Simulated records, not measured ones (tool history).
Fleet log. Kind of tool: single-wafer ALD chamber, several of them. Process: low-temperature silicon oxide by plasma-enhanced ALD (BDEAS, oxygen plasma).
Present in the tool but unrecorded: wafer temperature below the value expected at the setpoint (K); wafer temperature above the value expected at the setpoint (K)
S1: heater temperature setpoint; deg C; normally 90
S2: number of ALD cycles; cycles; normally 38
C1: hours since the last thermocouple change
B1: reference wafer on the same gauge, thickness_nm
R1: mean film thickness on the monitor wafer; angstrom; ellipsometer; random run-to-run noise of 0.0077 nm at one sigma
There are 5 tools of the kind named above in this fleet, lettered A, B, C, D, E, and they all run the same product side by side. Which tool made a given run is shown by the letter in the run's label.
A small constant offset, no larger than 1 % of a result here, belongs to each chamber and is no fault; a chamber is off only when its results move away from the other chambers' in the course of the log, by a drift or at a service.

run 1E hour=7.8 | S1=90 S2=38 | C1=881.6 | B1=4.6030 | R1=56.165
run 2A hour=15.6 | S1=90 S2=38 | C1=2083.4 | B1=4.6007 | R1=56.358
run 3C hour=26.3 | S1=90 S2=38 | C1=242.3 | B1=4.6018 | R1=56.141
run 4B hour=36.4 | S1=90 S2=38 | C1=785.3 | B1=4.6040 | R1=56.479
run 5D hour=46.5 | S1=90 S2=38 | C1=1369.2 | B1=4.6046 | R1=56.600
run 6D hour=52.2 | S1=90 S2=38 | C1=1374.9 | B1=4.6028 | R1=56.609
run 7B hour=60.2 | S1=90 S2=38 | C1=809.1 | B1=4.6071 | R1=56.291
run 8E hour=68.8 | S1=104 S2=44 | C1=942.6 | B1=4.6037 | R1=62.586
run 9C hour=78.3 | S1=104 S2=44 | C1=294.3 | B1=4.6064 | R1=62.191
run 10A hour=86.6 | S1=104 S2=44 | C1=2154.4 | B1=4.6076 | R1=62.554
run 11B hour=93.3 | S1=104 S2=44 | C1=842.2 | B1=4.6081 | R1=62.615
run 12E hour=104.1 | S1=104 S2=44 | C1=977.9 | B1=4.6105 | R1=62.571
run 13C hour=109.2 | S1=90 S2=38 | C1=325.2 | B1=4.6100 | R1=56.309
run 14D hour=119.8 | S1=90 S2=38 | C1=1442.5 | B1=4.6128 | R1=56.502
run 15A hour=130.9 | S1=90 S2=38 | C1=2198.7 | B1=4.6117 | R1=56.339
run 16E hour=142.0 | S1=90 S2=38 | C1=1015.8 | B1=4.6121 | R1=56.472
run 17A hour=150.3 | S1=98 S2=38 | C1=2218.1 | B1=4.6133 | R1=54.810
run 18C hour=160.7 | S1=98 S2=38 | C1=376.7 | B1=4.6149 | R1=54.606
run 19D hour=172.1 | S1=98 S2=38 | C1=1494.8 | B1=4.6170 | R1=55.172
run 20B hour=178.9 | S1=98 S2=38 | C1=927.8 | B1=4.6165 | R1=54.982
run 21E hour=186.4 | S1=98 S2=38 | C1=1060.2 | B1=4.6165 | R1=54.755
run 22C hour=194.3 | S1=90 S2=38 | C1=410.3 | B1=4.6189 | R1=56.333
run 23B hour=203.3 | S1=90 S2=38 | C1=952.2 | B1=4.6204 | R1=56.493
run 24A hour=211.5 | S1=90 S2=38 | C1=2279.3 | B1=4.6189 | R1=56.451
run 25D hour=217.3 | S1=90 S2=38 | C1=1540.0 | B1=4.6186 | R1=56.763
run 26C hour=222.5 | S1=90 S2=38 | C1=438.5 | B1=4.6202 | R1=56.426
run 27B hour=228.1 | S1=90 S2=38 | C1=977.0 | B1=4.6204 | R1=56.644
run 28A hour=234.4 | S1=90 S2=38 | C1=2302.2 | B1=4.6203 | R1=56.639
run 29D hour=244.4 | S1=90 S2=38 | C1=1567.1 | B1=4.6220 | R1=56.753
run 30E hour=252.5 | S1=90 S2=38 | C1=1126.3 | B1=4.6241 | R1=56.553
run 31E hour=258.1 | S1=101 S2=34 | C1=1131.9 | B1=4.6242 | R1=48.808
run 32A hour=268.4 | S1=101 S2=34 | C1=2336.2 | B1=4.6241 | R1=48.810
run 33D hour=276.2 | S1=101 S2=34 | C1=1598.9 | B1=4.6246 | R1=48.864

Next, every chamber runs the same settings. What will each give?
run 34A hour=284.4 | S1=90 S2=38 | R1=?
run 34B hour=284.4 | S1=90 S2=38 | R1=?
run 34C hour=284.4 | S1=90 S2=38 | R1=?
run 34D hour=284.4 | S1=90 S2=38 | R1=?
run 34E hour=284.4 | S1=90 S2=38 | R1=?

run=34A R1=56.599
run=34B R1=56.743
run=34C R1=56.396
run=34D R1=56.893
run=34E R1=56.678

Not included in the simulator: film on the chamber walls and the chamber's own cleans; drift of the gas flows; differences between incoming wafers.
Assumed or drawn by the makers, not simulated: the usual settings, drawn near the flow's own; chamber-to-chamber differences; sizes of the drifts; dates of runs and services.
